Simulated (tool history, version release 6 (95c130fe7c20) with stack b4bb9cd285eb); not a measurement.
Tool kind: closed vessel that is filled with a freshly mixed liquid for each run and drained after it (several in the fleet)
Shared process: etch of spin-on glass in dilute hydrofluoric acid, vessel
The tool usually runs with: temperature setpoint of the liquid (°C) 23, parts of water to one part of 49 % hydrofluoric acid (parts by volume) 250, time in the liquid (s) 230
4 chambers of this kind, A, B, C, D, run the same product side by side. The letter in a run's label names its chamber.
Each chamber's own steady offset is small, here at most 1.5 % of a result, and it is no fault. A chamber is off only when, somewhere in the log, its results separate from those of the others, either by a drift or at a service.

| run | hour | temperature setpoint of the liquid (°C) | parts of water to one part of 49 % hydrofluoric acid (parts by volume) | time in the liquid (s) | read-back film thickness of the spin-on glass reference wafer, read on the same gauge (nm) | thickness taken off the spin-on glass on a monitor wafer (nm) |
|---|---|---|---|---|---|---|
| 1B | 6.7 | 23 | 250 | 230 | 70.007 | 21.327 |
| 2D | 14.8 | 23 | 250 | 230 | 70.027 | 20.727 |
| 3A | 22 | 23 | 250 | 230 | 69.999 | 20.82 |
| 4C | 27.7 | 23 | 250 | 230 | 70.003 | 20.739 |
| 5C | 35 | 23 | 250 | 230 | 70.013 | 20.722 |
| 6D | 41.5 | 23 | 250 | 230 | 70.015 | 20.804 |
| 7A | 49.3 | 23 | 250 | 230 | 69.987 | 20.68 |
| 8B | 55.5 | 23 | 195 | 230 | 70 | 28 |
| 9C | 63.4 | 23 | 195 | 230 | 70.027 | 27.786 |
| 10D | 72.3 | 23 | 195 | 230 | 69.995 | 27.771 |
| 11B | 80.6 | 23 | 195 | 230 | 70.009 | 28.324 |
| 12A | 90.7 | 23 | 250 | 230 | 70.019 | 20.863 |
| 13B | 96.8 | 23 | 335 | 230 | 69.997 | 14.435 |
| 14D | 105.7 | 23 | 335 | 230 | 70.025 | 14.197 |
| 15A | 115.6 | 23 | 335 | 230 | 69.993 | 14.27 |
| 16C | 121 | 23 | 335 | 230 | 70.012 | 14.364 |
| 17C | 131.5 | 23 | 250 | 230 | 70.015 | 21.099 |
| 18A | 141.2 | 23 | 250 | 230 | 69.987 | 20.699 |
| 19D | 151.5 | 18.5 | 250 | 185 | 70.028 | 13.643 |
| 20B | 159.6 | 18.5 | 250 | 185 | 69.997 | 14.23 |
| 21C | 169.9 | 18.5 | 250 | 185 | 69.991 | 14.214 |
| 22B | 178.9 | 18.5 | 250 | 185 | 70.014 | 14.221 |
| 23D | 188.6 | 23 | 250 | 230 | 70.001 | 19.946 |
| 24A | 194.5 | 23 | 250 | 230 | 69.994 | 20.66 |
| 25B | 200.9 | 23 | 250 | 230 | 70.007 | 20.936 |
| 26D | 209.9 | 23 | 250 | 230 | 70.006 | 19.741 |
| 27A | 218.1 | 23 | 250 | 230 | 70.027 | 20.858 |
| 28C | 223.9 | 23 | 250 | 230 | 70.004 | 20.622 |

The same settings go to every chamber for the next run, one line per chamber below. Forecast the results for each:
| 29A | 231.5 | 23 | 250 | 230 |  | ? |
| 29B | 231.5 | 23 | 250 | 230 |  | ? |
| 29C | 231.5 | 23 | 250 | 230 |  | ? |
| 29D | 231.5 | 23 | 250 | 230 |  | ? |

| run | thickness taken off the spin-on glass on a monitor wafer (nm) |
|---|---|
| 29A | 20.807 |
| 29B | 21.091 |
| 29C | 20.415 |
| 29D | 19.545 |

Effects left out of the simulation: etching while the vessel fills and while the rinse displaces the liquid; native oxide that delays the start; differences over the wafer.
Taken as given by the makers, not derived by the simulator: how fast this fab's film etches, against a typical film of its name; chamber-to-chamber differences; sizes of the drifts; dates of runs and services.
